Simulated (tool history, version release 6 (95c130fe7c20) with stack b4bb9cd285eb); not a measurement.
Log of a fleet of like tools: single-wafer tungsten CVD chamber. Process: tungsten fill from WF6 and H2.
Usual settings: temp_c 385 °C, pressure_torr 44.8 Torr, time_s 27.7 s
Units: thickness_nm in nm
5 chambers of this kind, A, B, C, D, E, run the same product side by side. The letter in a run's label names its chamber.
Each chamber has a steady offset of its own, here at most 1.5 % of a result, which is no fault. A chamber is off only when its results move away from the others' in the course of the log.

run	hour	temp_c	pressure_torr	time_s	read-back reference wafer on the same gauge, thickness_nm	thickness_nm
1E	4.7	385	44.8	27.7	78.211	73.010
2D	9.4	385	44.8	27.7	78.226	72.687
3A	14.9	385	44.8	27.7	78.243	71.598
4B	21.3	385	44.8	27.7	78.182	72.417
5C	27.3	385	44.8	27.7	78.193	72.389
6D	33.4	385	44.8	33.1	78.207	86.549
7E	38.5	385	44.8	33.1	78.153	87.108
8B	41.8	385	44.8	33.1	78.174	87.208
9C	48.9	385	44.8	33.1	78.198	86.574
10A	54.7	385	44.8	33.1	78.141	86.296
11E	60.6	385	44.8	27.7	78.176	73.096
12A	67.6	385	44.8	27.7	78.219	71.925
# hour 70.3: chamber E: capacitance manometer re-zeroed and calibrated
13C	74.5	385	44.8	27.7	78.214	72.781
14B	78.6	373	40.9	27.7	78.208	54.553
15D	84.7	373	40.9	27.7	78.211	54.176
16D	89.7	373	40.9	27.7	78.191	53.917
17B	95.5	373	40.9	27.7	78.264	54.340
18A	98.8	373	40.9	27.7	78.176	53.936
19E	104.9	385	44.8	27.7	78.191	75.358
20C	111.1	385	44.8	27.7	78.204	72.680
21A	117.6	375	44.8	27.7	78.143	58.421
22D	122.7	375	44.8	27.7	78.200	59.009
23C	127.3	375	44.8	27.7	78.246	59.195
24B	133.0	375	44.8	27.7	78.179	59.309
25E	138.9	375	44.8	27.7	78.225	60.934
26C	143.7	385	44.8	27.7	78.200	72.340
27A	147.9	385	44.8	27.7	78.168	71.850
28E	152.1	385	44.8	27.7	78.209	74.918
29B	157.2	385	44.8	24.3	78.207	63.739
30D	161.7	385	44.8	24.3	78.190	63.555
31C	165.0	385	44.8	24.3	78.162	63.797
32E	170.4	385	44.8	24.3	78.224	65.682

All 5 chambers run these settings next. Forecast each chamber's results:
33A	175.6	385	44.8	27.7		?
33B	175.6	385	44.8	27.7		?
33C	175.6	385	44.8	27.7		?
33D	175.6	385	44.8	27.7		?
33E	175.6	385	44.8	27.7		?

run	thickness_nm
33A	71.748
33B	72.508
33C	72.483
33D	72.500
33E	75.076

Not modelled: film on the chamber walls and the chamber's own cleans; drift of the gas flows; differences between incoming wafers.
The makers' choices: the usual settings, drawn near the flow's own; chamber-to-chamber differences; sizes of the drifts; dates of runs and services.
